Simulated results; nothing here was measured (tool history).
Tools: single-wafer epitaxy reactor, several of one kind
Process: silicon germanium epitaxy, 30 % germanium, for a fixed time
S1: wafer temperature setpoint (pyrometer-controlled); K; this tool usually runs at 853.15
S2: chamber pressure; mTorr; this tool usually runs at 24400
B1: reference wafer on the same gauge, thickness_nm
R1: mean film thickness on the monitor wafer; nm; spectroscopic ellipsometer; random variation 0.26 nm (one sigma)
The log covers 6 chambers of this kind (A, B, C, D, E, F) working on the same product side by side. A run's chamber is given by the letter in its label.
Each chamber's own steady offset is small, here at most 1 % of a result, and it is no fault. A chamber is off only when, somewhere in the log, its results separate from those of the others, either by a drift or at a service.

Run 1E, hour 9.9: usual settings; B1 51.637. Result: R1 43.658 nm.
Run 2A, hour 19.5: usual settings; B1 51.502. Result: R1 43.806 nm.
Run 3F, hour 25.1: usual settings; B1 51.688. Result: R1 44.181 nm.
Run 4C, hour 33.3: usual settings; B1 51.639. Result: R1 43.728 nm.
Run 5B, hour 39.8: usual settings; B1 51.601. Result: R1 43.877 nm.
Run 6D, hour 46.6: usual settings; B1 51.506. Result: R1 44.430 nm.
Run 7A, hour 55.8: usual settings but S1 863.15 K; B1 51.539. Result: R1 52.953 nm.
Run 8C, hour 64.1: usual settings but S1 863.15 K; B1 51.638. Result: R1 53.343 nm.
Run 9F, hour 75.4: usual settings but S1 863.15 K; B1 51.609. Result: R1 52.394 nm.
Run 10B, hour 85.4: usual settings but S1 863.15 K; B1 51.574. Result: R1 52.750 nm.
Run 11E, hour 90.8: usual settings but S1 863.15 K; B1 51.566. Result: R1 53.152 nm.
Run 12D, hour 96.3: usual settings but S1 863.15 K; B1 51.679. Result: R1 53.223 nm.
Run 13F, hour 107.4: usual settings; B1 51.512. Result: R1 43.515 nm.
Run 14D, hour 114.9: usual settings; B1 51.559. Result: R1 44.320 nm.
Run 15C, hour 120.9: usual settings; B1 51.691. Result: R1 44.249 nm.
Run 16B, hour 127.7: usual settings; B1 51.566. Result: R1 44.434 nm.
Run 17A, hour 135.7: usual settings but S1 840.15 K, S2 30000 mTorr; B1 51.532. Result: R1 36.698 nm.
Run 18E, hour 144.9: usual settings but S1 840.15 K, S2 30000 mTorr; B1 51.616. Result: R1 37.402 nm.
Run 19E, hour 150.7: usual settings but S1 840.15 K, S2 30000 mTorr; B1 51.545. Result: R1 37.608 nm.
Run 20B, hour 160.5: usual settings but S1 840.15 K, S2 30000 mTorr; B1 51.580. Result: R1 36.831 nm.
Run 21D, hour 171.0: usual settings but S1 840.15 K, S2 30000 mTorr; B1 51.640. Result: R1 37.507 nm.
Run 22F, hour 181.9: usual settings but S1 840.15 K, S2 30000 mTorr; B1 51.567. Result: R1 36.802 nm.
Run 23C, hour 189.8: usual settings; B1 51.575. Result: R1 43.858 nm.
Run 24A, hour 200.5: usual settings; B1 51.568. Result: R1 43.754 nm.
Run 25D, hour 207.8: usual settings; B1 51.605. Result: R1 44.004 nm.
At hour 213.1: chamber C: pyrometer calibrated.
Run 26E, hour 216.1: usual settings but S2 28400 mTorr; B1 51.584. Result: R1 46.366 nm.
Run 27F, hour 225.0: usual settings but S2 28400 mTorr; B1 51.661. Result: R1 45.378 nm.
Run 28B, hour 230.7: usual settings but S2 28400 mTorr; B1 51.639. Result: R1 46.642 nm.
Run 29A, hour 240.7: usual settings but S2 28400 mTorr; B1 51.591. Result: R1 46.194 nm.
Run 30C, hour 250.4: usual settings but S2 28400 mTorr; B1 51.579. Result: R1 47.471 nm.
Run 31E, hour 256.0: usual settings but S2 28400 mTorr; B1 51.597. Result: R1 46.813 nm.
Run 32C, hour 263.4: usual settings; B1 51.625. Result: R1 43.987 nm.
Run 33B, hour 270.5: usual settings; B1 51.624. Result: R1 43.900 nm.
Run 34D, hour 275.7: usual settings; B1 51.618. Result: R1 44.524 nm.
At hour 285.4: chamber A: pyrometer calibrated.
Run 35A, hour 286.2: usual settings; B1 51.617. Result: R1 44.282 nm.
Run 36F, hour 295.3: usual settings; B1 51.649. Result: R1 41.894 nm.
Run 37F, hour 302.6: usual settings; B1 51.588. Result: R1 42.286 nm.
Run 38B, hour 311.3: usual settings; B1 51.615. Result: R1 43.724 nm.
Run 39D, hour 317.7: usual settings; B1 51.614. Result: R1 44.716 nm.
Run 40E, hour 325.4: usual settings; B1 51.581. Result: R1 43.606 nm.

All chambers now run identical settings, listed one chamber a line with results as question marks. What results will each chamber show?
Run 41A, hour 333.9: usual settings but S2 20000 mTorr. Result: R1 ?.
Run 41B, hour 333.9: usual settings but S2 20000 mTorr. Result: R1 ?.
Run 41C, hour 333.9: usual settings but S2 20000 mTorr. Result: R1 ?.
Run 41D, hour 333.9: usual settings but S2 20000 mTorr. Result: R1 ?.
Run 41E, hour 333.9: usual settings but S2 20000 mTorr. Result: R1 ?.
Run 41F, hour 333.9: usual settings but S2 20000 mTorr. Result: R1 ?.

run      R1
41A  40.583
41B  40.835
41C  40.679
41D  41.063
41E  40.379
41F  38.304

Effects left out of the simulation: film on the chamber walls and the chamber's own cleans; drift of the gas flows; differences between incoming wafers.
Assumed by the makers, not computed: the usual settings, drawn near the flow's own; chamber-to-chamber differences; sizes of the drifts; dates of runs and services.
